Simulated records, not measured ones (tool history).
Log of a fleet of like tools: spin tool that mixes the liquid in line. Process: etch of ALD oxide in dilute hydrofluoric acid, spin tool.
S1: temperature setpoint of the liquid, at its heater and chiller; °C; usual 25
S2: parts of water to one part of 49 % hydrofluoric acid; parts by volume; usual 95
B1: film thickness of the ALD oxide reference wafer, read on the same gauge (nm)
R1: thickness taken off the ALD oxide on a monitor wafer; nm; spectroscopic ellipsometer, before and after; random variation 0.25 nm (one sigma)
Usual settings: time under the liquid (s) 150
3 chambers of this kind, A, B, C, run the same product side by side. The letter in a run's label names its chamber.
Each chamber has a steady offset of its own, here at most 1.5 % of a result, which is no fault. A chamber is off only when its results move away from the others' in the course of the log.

{"run": "1C", "hour": 8.6, "S1": 25, "S2": 95, "time under the liquid (s)": 150, "B1": 99.998, "R1": 48.709}
{"run": "2A", "hour": 16.5, "S1": 25, "S2": 95, "time under the liquid (s)": 150, "B1": 99.996, "R1": 49.096}
{"run": "3B", "hour": 29.5, "S1": 25, "S2": 95, "time under the liquid (s)": 150, "B1": 99.984, "R1": 49.758}
{"run": "4B", "hour": 43.5, "S1": 25, "S2": 95, "time under the liquid (s)": 150, "B1": 100.03, "R1": 49.774}
{"run": "5C", "hour": 50.5, "S1": 25, "S2": 75, "time under the liquid (s)": 150, "B1": 99.993, "R1": 63.765}
{"run": "6A", "hour": 63.5, "S1": 25, "S2": 75, "time under the liquid (s)": 150, "B1": 100.01, "R1": 63.733}
{"hour": 72.7, "done": "chamber B: thermometer replaced"}
{"run": "7B", "hour": 73.9, "S1": 25, "S2": 75, "time under the liquid (s)": 150, "B1": 99.986, "R1": 65.301}
{"run": "8A", "hour": 87.8, "S1": 25, "S2": 95, "time under the liquid (s)": 150, "B1": 100.02, "R1": 48.682}
{"run": "9C", "hour": 95.5, "S1": 25, "S2": 95, "time under the liquid (s)": 150, "B1": 100, "R1": 48.796}
{"run": "10A", "hour": 102.9, "S1": 26.5, "S2": 95, "time under the liquid (s)": 200, "B1": 100.01, "R1": 69.675}
{"run": "11B", "hour": 111.8, "S1": 26.5, "S2": 95, "time under the liquid (s)": 200, "B1": 99.986, "R1": 70.399}
{"run": "12C", "hour": 125.8, "S1": 26.5, "S2": 95, "time under the liquid (s)": 200, "B1": 99.993, "R1": 69.185}
{"run": "13C", "hour": 137.7, "S1": 25, "S2": 95, "time under the liquid (s)": 150, "B1": 100, "R1": 48.916}
{"run": "14A", "hour": 149.1, "S1": 25, "S2": 95, "time under the liquid (s)": 150, "B1": 99.998, "R1": 48.602}
{"run": "15B", "hour": 163.3, "S1": 25, "S2": 95, "time under the liquid (s)": 150, "B1": 99.995, "R1": 49.459}
{"run": "16B", "hour": 175.0, "S1": 25, "S2": 95, "time under the liquid (s)": 150, "B1": 100.01, "R1": 49.507}
{"run": "17A", "hour": 186.9, "S1": 25, "S2": 95, "time under the liquid (s)": 150, "B1": 99.995, "R1": 48.982}
{"run": "18C", "hour": 193.9, "S1": 25, "S2": 95, "time under the liquid (s)": 150, "B1": 100, "R1": 49.294}
{"run": "19B", "hour": 204.5, "S1": 25, "S2": 95, "time under the liquid (s)": 150, "B1": 100.01, "R1": 50.003}
{"run": "20A", "hour": 214.8, "S1": 25, "S2": 95, "time under the liquid (s)": 150, "B1": 99.998, "R1": 48.775}
{"run": "21C", "hour": 221.9, "S1": 25, "S2": 95, "time under the liquid (s)": 150, "B1": 100.01, "R1": 49.047}
{"run": "22A", "hour": 230.0, "S1": 25, "S2": 95, "time under the liquid (s)": 150, "B1": 99.982, "R1": 49.021}
{"run": "23B", "hour": 243.9, "S1": 25, "S2": 95, "time under the liquid (s)": 150, "B1": 100.01, "R1": 49.967}
{"run": "24C", "hour": 258.1, "S1": 25, "S2": 95, "time under the liquid (s)": 150, "B1": 99.984, "R1": 48.775}
{"run": "25B", "hour": 265.2, "S1": 25, "S2": 95, "time under the liquid (s)": 150, "B1": 100.02, "R1": 49.904}
{"run": "26C", "hour": 275.8, "S1": 25, "S2": 75, "time under the liquid (s)": 150, "B1": 100, "R1": 63.825}

Next, every chamber runs the same settings. What will each give?
{"run": "27A", "hour": 285.9, "S1": 21, "S2": 95, "time under the liquid (s)": 150, "R1": "?"}
{"run": "27B", "hour": 285.9, "S1": 21, "S2": 95, "time under the liquid (s)": 150, "R1": "?"}
{"run": "27C", "hour": 285.9, "S1": 21, "S2": 95, "time under the liquid (s)": 150, "R1": "?"}

run=27A R1=41.489
run=27B R1=42.704
run=27C R1=42.185
